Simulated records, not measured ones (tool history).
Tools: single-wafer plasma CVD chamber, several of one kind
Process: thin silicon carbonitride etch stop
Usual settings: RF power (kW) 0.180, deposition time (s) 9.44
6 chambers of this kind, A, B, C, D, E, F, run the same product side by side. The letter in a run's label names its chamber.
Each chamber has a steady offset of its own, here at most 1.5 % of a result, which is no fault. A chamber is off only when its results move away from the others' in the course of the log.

run,hour,RF power (kW),deposition time (s),hours since the last thermocouple change,hours since the last RF generator calibration,"read-back reference wafer on the same gauge, thickness_nm",mean film thickness on the monitor wafer (nm)
1F,8.7,0.180,9.44,312.7,613.2,4.2098,5.2022
2A,15.2,0.180,9.44,1231.9,655.4,4.2125,5.2000
3D,24.5,0.180,9.44,1117.0,379.8,4.2099,5.2298
4E,30.2,0.180,9.44,568.4,903.9,4.2098,5.2232
5C,39.7,0.180,9.44,1277.8,607.0,4.2085,5.2789
6B,47.1,0.180,9.44,352.1,1297.4,4.2096,5.1524
# hour 51.8: chamber D: thermocouple changed; heater temperature recalibrated
7E,53.6,0.180,9.44,591.8,927.3,4.2102,5.2159
8A,61.3,0.180,9.44,1278.0,701.5,4.2094,5.1939
9C,67.8,0.180,9.44,1305.9,635.1,4.2131,5.2614
10F,76.5,0.180,9.44,380.5,681.0,4.2095,5.1890
11D,84.1,0.180,9.44,32.3,439.4,4.2060,5.2276
12B,90.3,0.180,9.44,395.3,1340.6,4.2095,5.1688
13E,97.1,0.165,11.08,635.3,970.8,4.2116,5.9842
14D,102.1,0.165,11.08,50.3,457.4,4.2092,5.9629
15B,108.0,0.165,11.08,413.0,1358.3,4.2095,5.9252
16C,116.5,0.165,11.08,1354.6,683.8,4.2100,6.0413
17F,121.2,0.165,11.08,425.2,725.7,4.2124,5.9166
18A,129.6,0.165,11.08,1346.3,769.8,4.2075,5.9222
19B,136.5,0.180,9.44,441.5,1386.8,4.2101,5.1863
20C,141.0,0.180,9.44,1379.1,708.3,4.2099,5.2583
21E,146.9,0.180,9.44,685.1,1020.6,4.2095,5.2321
22F,153.5,0.180,9.44,457.5,758.0,4.2101,5.1580
23D,162.8,0.180,9.44,111.0,518.1,4.2095,5.2030
24A,167.7,0.180,9.44,1384.4,807.9,4.2088,5.1605
25C,174.3,0.195,10.41,1412.4,741.6,4.2108,5.9391
26B,178.5,0.195,10.41,483.5,1428.8,4.2108,5.8351
27F,185.3,0.195,10.41,489.3,789.8,4.2111,5.8447
28A,192.8,0.195,10.41,1409.5,833.0,4.2105,5.7881
29E,200.2,0.195,10.41,738.4,1073.9,4.2102,5.9102
30D,208.4,0.195,10.41,156.6,563.7,4.2083,5.9009
31E,216.0,0.180,9.44,754.2,1089.7,4.2104,5.2168
32F,222.3,0.180,9.44,526.3,826.8,4.2095,5.1770
33A,229.6,0.180,9.44,1446.3,869.8,4.2102,5.1299
34C,235.3,0.180,9.44,1473.4,802.6,4.2105,5.2968
35B,240.5,0.180,9.44,545.5,1490.8,4.2082,5.1744
36D,247.8,0.180,9.44,196.0,603.1,4.2122,5.2107
37F,252.6,0.180,9.44,556.6,857.1,4.2116,5.1803
38B,257.0,0.180,9.44,562.0,1507.3,4.2090,5.1762
39D,263.0,0.180,9.44,211.2,618.3,4.2095,5.1960

Is one chamber off against the others, does the gauge drift, or is nothing wrong? If a chamber is off, say which, and what the likeliest cause is.

Chamber A drifts away from the others.
Cause: delivered RF power below the setpoint (%) = 6.39.

Here are 4 candidates for chamber A's next run, each the usual settings with a change, their results left as question marks. Which one brings its results back in line with what the others give on the usual settings?
In line means no further than this from the other chambers' mean on the usual settings: mean film thickness on the monitor wafer (nm) 0.0420
40A-1,269.8,0.180,9.50,,,,?
40A-2,269.8,0.180,9.62,,,,?
40A-3,269.8,0.180,9.26,,,,?
40A-4,269.8,0.180,9.38,,,,?

The other chambers' mean on the usual settings: mean film thickness on the monitor wafer (nm) 5.2125
run,mean film thickness on the monitor wafer (nm)
40A-1,5.1384
40A-2,5.2033
40A-3,5.0086
40A-4,5.0735
40A-2 brings the chamber back in line.
